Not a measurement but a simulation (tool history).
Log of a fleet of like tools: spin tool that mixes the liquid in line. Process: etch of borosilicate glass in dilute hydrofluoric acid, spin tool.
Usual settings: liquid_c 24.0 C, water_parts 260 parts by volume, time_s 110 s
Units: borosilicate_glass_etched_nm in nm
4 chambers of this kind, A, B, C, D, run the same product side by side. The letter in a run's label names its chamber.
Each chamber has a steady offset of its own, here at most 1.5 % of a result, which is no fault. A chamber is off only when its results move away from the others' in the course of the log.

run,hour,liquid_c,water_parts,time_s,hours since the thermometer was replaced,hours since the hydrofluoric acid flow meter was replaced,"read-back film thickness of the borosilicate glass reference wafer, read on the same gauge (nm)",borosilicate_glass_etched_nm
1A,7.5,24.0,260,110,1043.7,948.1,69.983,11.7590
2B,12.9,24.0,260,110,229.0,513.3,70.006,11.3160
3D,17.9,24.0,260,110,702.7,100.4,70.003,11.3780
4C,21.9,24.0,260,110,416.3,73.2,70.008,11.6880
5C,29.3,24.0,260,110,423.7,80.6,70.001,11.5370
6B,37.0,24.0,260,50,253.1,537.4,69.975,5.1565
7D,40.5,24.0,260,50,725.3,123.0,69.998,5.2045
8A,47.7,24.0,260,50,1083.9,988.3,70.007,5.2797
9A,55.6,24.0,260,50,1091.8,996.2,70.001,5.2761
10C,63.4,24.0,260,110,457.8,114.7,70.008,11.5420
11B,71.3,25.5,260,110,287.4,571.7,70.008,12.0670
12D,75.3,25.5,260,110,760.1,157.8,69.995,12.1400
13C,82.9,25.5,260,110,477.3,134.2,69.995,12.2780
14D,87.4,25.5,260,110,772.2,169.9,69.986,12.1600
15B,93.4,27.5,260,110,309.5,593.8,70.015,12.7980
16A,99.5,27.5,260,110,1135.7,1040.1,70.002,13.1450
# hour 104.1: chamber B: hydrofluoric acid flow meter replaced
17C,107.1,27.5,260,110,501.5,158.4,70.004,13.0360
18A,112.9,27.5,260,110,1149.1,1053.5,69.996,13.0410
19B,116.6,24.0,355,110,332.7,12.6,70.000,7.5670
20D,122.5,24.0,355,110,807.3,205.0,69.988,7.4345
21B,126.7,24.0,355,110,342.8,22.7,69.990,7.6110
22A,131.9,24.0,355,110,1168.1,1072.5,69.999,7.8328
23C,138.1,24.0,260,110,532.5,189.4,70.017,11.5230
24D,144.2,24.0,260,110,829.0,226.7,70.029,10.9040
25B,148.0,24.0,260,110,364.1,44.0,70.006,11.4580
26D,155.8,24.0,260,110,840.6,238.3,70.000,10.8790
27C,163.2,24.0,260,110,557.6,214.5,69.997,11.6020
28A,167.4,24.0,260,110,1203.6,1108.0,69.974,11.8450
29C,175.4,24.0,260,110,569.8,226.7,69.977,11.6150
30B,180.3,24.0,260,110,396.4,76.3,69.985,11.2470
31D,186.5,24.0,260,110,871.3,269.0,69.986,10.5840
32A,191.4,24.0,190,110,1227.6,1132.0,69.984,17.1710
33D,195.7,24.0,190,110,880.5,278.2,70.012,15.5580
34B,201.7,24.0,190,110,417.8,97.7,69.967,17.0630

All 4 chambers run these settings next. Forecast each chamber's results:
35A,207.5,24.0,170,110,,,,?
35B,207.5,24.0,170,110,,,,?
35C,207.5,24.0,170,110,,,,?
35D,207.5,24.0,170,110,,,,?

run,borosilicate_glass_etched_nm
35A,20.0610
35B,19.2100
35C,19.3640
35D,17.5510

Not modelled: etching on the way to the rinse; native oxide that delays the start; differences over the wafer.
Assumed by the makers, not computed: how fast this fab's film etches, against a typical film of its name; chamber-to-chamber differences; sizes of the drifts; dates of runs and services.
